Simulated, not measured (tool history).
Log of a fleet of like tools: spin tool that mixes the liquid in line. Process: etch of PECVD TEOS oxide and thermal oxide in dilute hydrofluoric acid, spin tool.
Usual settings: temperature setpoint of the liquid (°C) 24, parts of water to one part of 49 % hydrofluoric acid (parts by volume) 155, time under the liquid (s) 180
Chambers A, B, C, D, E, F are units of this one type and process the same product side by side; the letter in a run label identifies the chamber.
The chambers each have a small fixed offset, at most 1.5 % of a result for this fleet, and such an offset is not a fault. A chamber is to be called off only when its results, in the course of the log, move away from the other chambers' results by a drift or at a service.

| run | day | temperature setpoint of the liquid (°C) | parts of water to one part of 49 % hydrofluoric acid (parts by volume) | time under the liquid (s) | hours since the thermometer was replaced | hours since the hydrofluoric acid flow meter was replaced | read-back film thickness of the PECVD TEOS oxide reference wafer, read on the same gauge (nm) | read-back film thickness of the thermal oxide reference wafer, read on the same gauge (nm) | thickness taken off the PECVD TEOS oxide on a monitor wafer (angstrom) | thickness taken off the thermal oxide on a monitor wafer (angstrom) |
|---|---|---|---|---|---|---|---|---|---|---|
| 1C | 0.471 | 24 | 155 | 180 | 988.4 | 217.9 | 40.000 | 149.99 | 93.016 | 51.607 |
| 2D | 0.729 | 24 | 155 | 180 | 207.7 | 829.4 | 40.012 | 150.02 | 94.687 | 51.399 |
| 3A | 1.267 | 24 | 155 | 180 | 381.1 | 456.2 | 40.010 | 149.98 | 92.760 | 51.275 |
| 4F | 1.700 | 24 | 155 | 180 | 1211.2 | 1347.6 | 40.004 | 150.00 | 92.494 | 50.563 |
| 5E | 2.250 | 24 | 155 | 180 | 474.9 | 1185.1 | 40.021 | 150.00 | 93.338 | 51.552 |
| 6B | 2.612 | 24 | 155 | 180 | 2833.3 | 910.2 | 39.989 | 149.99 | 92.757 | 51.586 |
| 7A | 3.171 | 24 | 155 | 180 | 426.8 | 501.9 | 40.015 | 150.02 | 93.749 | 50.747 |
| 8B | 3.750 | 24 | 155 | 180 | 2860.6 | 937.5 | 40.041 | 150.00 | 94.099 | 51.686 |
| 9E | 4.325 | 24 | 155 | 180 | 524.7 | 1234.9 | 40.026 | 150.02 | 93.613 | 52.084 |
| 10D | 4.604 | 24 | 155 | 180 | 300.7 | 922.4 | 39.989 | 150.02 | 93.991 | 51.959 |
| 11F | 5.088 | 24 | 155 | 180 | 1292.5 | 1428.9 | 40.014 | 150.01 | 93.601 | 51.062 |
| 12C | 5.688 | 24 | 110 | 125 | 1113.6 | 343.1 | 39.957 | 150.00 | 96.631 | 53.351 |
| 13E | 6.262 | 24 | 110 | 125 | 571.2 | 1281.4 | 39.971 | 149.99 | 97.321 | 52.328 |
|  | 6.642 | chamber B: thermometer replaced |
| 14D | 6.646 | 24 | 110 | 125 | 349.7 | 971.4 | 40.000 | 149.99 | 95.629 | 52.873 |
| 15A | 7.125 | 24 | 110 | 125 | 521.7 | 596.8 | 39.981 | 150.00 | 96.835 | 52.267 |
| 16B | 7.504 | 24 | 110 | 125 | 20.7 | 1027.6 | 40.012 | 150.00 | 95.573 | 52.234 |
| 17C | 7.938 | 24 | 110 | 125 | 1167.6 | 397.1 | 40.002 | 150.01 | 97.246 | 54.066 |
| 18F | 8.292 | 24 | 155 | 180 | 1369.4 | 1505.8 | 40.011 | 150.02 | 92.956 | 50.343 |
| 19F | 8.875 | 24 | 155 | 180 | 1383.4 | 1519.8 | 40.003 | 149.99 | 93.590 | 51.369 |
|  | 9.071 | chamber D: hydrofluoric acid flow meter replaced |
| 20D | 9.208 | 24 | 155 | 180 | 411.2 | 3.3 | 39.988 | 150.01 | 93.597 | 50.925 |
| 21A | 9.629 | 24 | 155 | 180 | 581.8 | 656.9 | 40.021 | 149.99 | 93.836 | 50.549 |
| 22C | 10.167 | 24 | 155 | 180 | 1221.1 | 450.6 | 40.014 | 149.99 | 93.622 | 51.647 |
| 23B | 10.650 | 24 | 155 | 180 | 96.2 | 1103.1 | 39.994 | 149.99 | 92.906 | 51.862 |
| 24E | 11.133 | 24 | 155 | 180 | 688.1 | 1398.3 | 39.992 | 150.00 | 93.789 | 51.219 |
| 25C | 11.492 | 24 | 155 | 180 | 1252.9 | 482.4 | 40.013 | 150.01 | 94.189 | 51.501 |
| 26B | 12.029 | 24 | 155 | 180 | 129.3 | 1136.2 | 39.982 | 150.01 | 92.372 | 51.200 |
| 27F | 12.604 | 24 | 155 | 180 | 1472.9 | 1609.3 | 39.987 | 150.00 | 93.549 | 51.834 |
| 28D | 13.092 | 24 | 155 | 240 | 504.4 | 96.5 | 39.971 | 150.02 | 123.960 | 67.761 |
|  | 13.238 | chamber A: thermometer replaced |
| 29E | 13.517 | 24 | 155 | 240 | 745.3 | 1455.5 | 40.016 | 150.00 | 125.060 | 68.599 |
| 30A | 14.096 | 24 | 155 | 240 | 20.6 | 764.1 | 40.028 | 150.01 | 124.020 | 68.106 |
| 31D | 14.692 | 24 | 155 | 240 | 542.8 | 134.9 | 39.969 | 149.98 | 124.790 | 67.919 |
| 32A | 15.238 | 24 | 155 | 240 | 48.0 | 791.5 | 39.988 | 149.99 | 125.660 | 67.958 |
| 33F | 15.825 | 24 | 155 | 240 | 1550.2 | 1686.6 | 39.962 | 150.00 | 124.360 | 69.574 |
| 34E | 16.304 | 24 | 155 | 180 | 812.2 | 1522.4 | 39.983 | 149.99 | 93.895 | 50.757 |
| 35B | 16.638 | 24 | 155 | 180 | 239.9 | 1246.8 | 40.007 | 149.98 | 93.340 | 51.532 |
| 36C | 17.171 | 24 | 155 | 180 | 1389.2 | 618.7 | 40.033 | 150.00 | 93.552 | 51.993 |
| 37F | 17.658 | 24 | 105 | 180 | 1594.2 | 1730.6 | 39.967 | 150.01 | 144.920 | 79.763 |
| 38D | 18.171 | 24 | 105 | 180 | 626.3 | 218.4 | 39.995 | 150.01 | 146.880 | 79.742 |

One chamber off, gauge drift, or nothing amiss beyond the chambers' own small offsets? If it is a chamber, which one, and what is the likeliest cause?

Beyond each chamber's small constant offset nothing stands out, and the gauge stays steady.
